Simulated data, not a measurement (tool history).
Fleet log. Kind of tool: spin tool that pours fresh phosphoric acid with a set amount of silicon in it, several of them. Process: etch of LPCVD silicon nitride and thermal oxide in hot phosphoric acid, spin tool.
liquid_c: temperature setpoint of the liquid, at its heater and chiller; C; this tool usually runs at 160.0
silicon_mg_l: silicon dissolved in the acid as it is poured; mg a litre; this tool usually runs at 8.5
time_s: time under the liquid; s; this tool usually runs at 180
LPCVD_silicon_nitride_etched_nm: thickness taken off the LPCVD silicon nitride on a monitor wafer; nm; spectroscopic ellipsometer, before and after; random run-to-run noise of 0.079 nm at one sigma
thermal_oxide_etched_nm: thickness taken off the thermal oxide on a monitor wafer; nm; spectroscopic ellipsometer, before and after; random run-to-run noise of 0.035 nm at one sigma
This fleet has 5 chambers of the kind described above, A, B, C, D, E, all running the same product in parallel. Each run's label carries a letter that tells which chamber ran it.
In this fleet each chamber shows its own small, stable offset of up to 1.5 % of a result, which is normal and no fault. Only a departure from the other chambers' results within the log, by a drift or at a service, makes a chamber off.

run   hour  liquid_c  silicon_mg_l  time_s  hours since the thermometer was replaced  hours since the dissolved silicon flow meter was replaced  hours since the heated supply line was repaired  read-back film thickness of the LPCVD silicon nitride reference wafer, read on the same gauge (nm)  read-back film thickness of the thermal oxide reference wafer, read on the same gauge (nm)  LPCVD_silicon_nitride_etched_nm  thermal_oxide_etched_nm
       4.6  -- chamber C: heated supply line repaired
 1D    7.0     160.0           8.5     180                                     379.9                                                     1259.2                                            130.9                                                                                              79.958                                                                                      69.987                           16.413                  0.46668
 2A   11.6     160.0           8.5     180                                     760.7                                                     1073.5                                            704.6                                                                                              80.006                                                                                      69.994                           16.367                  0.40986
 3C   15.8     160.0           8.5     180                                     318.9                                                      351.1                                             11.3                                                                                              80.015                                                                                      69.986                           16.544                  0.43727
 4B   21.9     160.0           8.5     180                                    1225.2                                                     1721.4                                            273.4                                                                                              80.011                                                                                      69.985                           16.483                  0.45610
 5E   29.0     160.0           8.5     180                                     355.9                                                     1554.4                                           1003.0                                                                                              80.051                                                                                      70.006                           16.195                  0.44864
 6C   34.4     160.0           3.5     180                                     337.5                                                      369.7                                             29.9                                                                                              80.015                                                                                      69.994                           16.437                  0.42775
 7D   40.2     160.0           3.5     180                                     413.1                                                     1292.4                                            164.1                                                                                              80.006                                                                                      70.016                           16.426                  0.51558
 8B   45.5     160.0           3.5     180                                    1248.8                                                     1745.0                                            297.0                                                                                              79.993                                                                                      70.000                           16.419                  0.50474
 9E   54.0     160.0           3.5     180                                     380.9                                                     1579.4                                           1028.0                                                                                              79.978                                                                                      70.005                           16.440                  0.37993
10A   63.5     160.0           3.5     180                                     812.6                                                     1125.4                                            756.5                                                                                              80.003                                                                                      70.015                           16.378                  0.46645
11B   69.8     160.0           8.5     180                                    1273.1                                                     1769.3                                            321.3                                                                                              80.022                                                                                      69.997                           16.526                  0.39764
12A   76.1     160.0           8.5     180                                     825.2                                                     1138.0                                            769.1                                                                                              79.957                                                                                      69.981                           16.368                  0.44342
13E   80.5     160.0           8.5     180                                     407.4                                                     1605.9                                           1054.5                                                                                              79.977                                                                                      70.000                           16.246                  0.45656
14C   88.6     161.5          15.5     180                                     391.7                                                      423.9                                             84.1                                                                                              79.963                                                                                      70.028                           17.415                  0.45474
15D   96.2     161.5          15.5     180                                     469.1                                                     1348.4                                            220.1                                                                                              80.012                                                                                      69.997                           17.308                  0.39419
16B  105.6     161.5          15.5     180                                    1308.9                                                     1805.1                                            357.1                                                                                              79.998                                                                                      69.988                           17.399                  0.38576
17C  113.5     161.5          15.5     180                                     416.6                                                      448.8                                            109.0                                                                                              79.958                                                                                      69.997                           17.340                  0.43434
18D  118.7     161.5          15.5     180                                     491.6                                                     1370.9                                            242.6                                                                                              79.990                                                                                      70.008                           17.247                  0.37891
19E  126.6     157.5          15.0     180                                     453.5                                                     1652.0                                           1100.6                                                                                              79.986                                                                                      70.000                           15.049                  0.28729
20A  131.6     157.5          15.0     180                                     880.7                                                     1193.5                                            824.6                                                                                              79.982                                                                                      70.037                           14.911                  0.30878
     138.4  -- chamber B: dissolved silicon flow meter replaced
21D  139.4     157.5          15.0     180                                     512.3                                                     1391.6                                            263.3                                                                                              79.999                                                                                      70.008                           15.054                  0.27130
22A  148.1     157.5          15.0     180                                     897.2                                                     1210.0                                            841.1                                                                                              80.009                                                                                      70.038                           14.702                  0.24469
23E  153.5     157.5          15.0     180                                     480.4                                                     1678.9                                           1127.5                                                                                              80.017                                                                                      70.028                           14.970                  0.28340
24B  159.8     160.0           8.5     180                                    1363.1                                                       21.5                                            411.3                                                                                              80.012                                                                                      69.987                           16.564                  0.46323
25C  168.0     160.0           8.5     180                                     471.1                                                      503.3                                            163.5                                                                                              79.997                                                                                      69.982                           16.574                  0.45261
26C  172.6     160.0           8.5     180                                     475.7                                                      507.9                                            168.1                                                                                              80.010                                                                                      69.991                           16.483                  0.41516
27B  178.5     160.0           8.5     180                                    1381.8                                                       40.2                                            430.0                                                                                              80.009                                                                                      70.003                           16.390                  0.43018
28D  184.8     160.0           8.5     180                                     557.7                                                     1437.0                                            308.7                                                                                              79.972                                                                                      69.999                           16.400                  0.36995
29E  194.4     160.0           8.5     180                                     521.3                                                     1719.8                                           1168.4                                                                                              80.005                                                                                      69.984                           16.409                  0.41494
30A  201.0     160.0           8.5     180                                     950.1                                                     1262.9                                            894.0                                                                                              79.989                                                                                      69.995                           15.863                  0.41424
31E  208.0     160.0           8.5     180                                     534.9                                                     1733.4                                           1182.0                                                                                              80.021                                                                                      70.005                           16.446                  0.43223
32C  214.5     160.0           8.5     180                                     517.6                                                      549.8                                            210.0                                                                                              79.974                                                                                      70.007                           16.456                  0.36947
33D  221.8     160.0           8.5     180                                     594.7                                                     1474.0                                            345.7                                                                                              80.020                                                                                      69.997                           16.479                  0.44353
34B  230.3     160.0           8.5     180                                    1433.6                                                       92.0                                            481.8                                                                                              80.025                                                                                      69.994                           16.482                  0.46902
35A  238.7     160.0           8.5     180                                     987.8                                                     1300.6                                            931.7                                                                                              80.004                                                                                      69.987                           15.777                  0.39467
36E  246.8     160.0           8.5     180                                     573.7                                                     1772.2                                           1220.8                                                                                              80.000                                                                                      69.995                           16.275                  0.39802

Decide between three cases: one chamber stands off from its peers, the gauge reading all wafers drifts, or nothing is wrong past each chamber's small offset. Where a chamber is off, say which and what most likely put it there.

One chamber, A, drifts off from the rest bit by bit.
Likeliest cause: temperature lost on the way to the wafer (K) = 1.3.
Not necessarily distinguishable in this log from: liquid colder than its thermometer reads (K).

Below are 4 candidate recipes for chamber A's next run, each the usual settings with a change, their results shown as question marks. Which of them brings A's results back in line with what the other chambers give on the usual settings?
In-line tolerance around the mean of the other chambers on the usual settings: LPCVD_silicon_nitride_etched_nm 0.280 nm; thermal_oxide_etched_nm 0.12000 nm
37A-1  253.7     159.5           9.5     180                                                                                                                                                                                                                                                                                                                                                                                      ?                        ?
37A-2  253.7     160.5           7.5     180                                                                                                                                                                                                                                                                                                                                                                                      ?                        ?
37A-3  253.7     160.5           7.0     185                                                                                                                                                                                                                                                                                                                                                                                      ?                        ?
37A-4  253.7     159.5          10.0     175                                                                                                                                                                                                                                                                                                                                                                                      ?                        ?

On the usual settings, the other chambers give on average: LPCVD_silicon_nitride_etched_nm 16.426 nm; thermal_oxide_etched_nm 0.42243 nm
  run  LPCVD_silicon_nitride_etched_nm  thermal_oxide_etched_nm
37A-1                           15.313                  0.37397
37A-2                           15.834                  0.42031
37A-3                           16.274                  0.43654
37A-4                           14.888                  0.35959
37A-3 puts the chamber back in line with the other chambers.
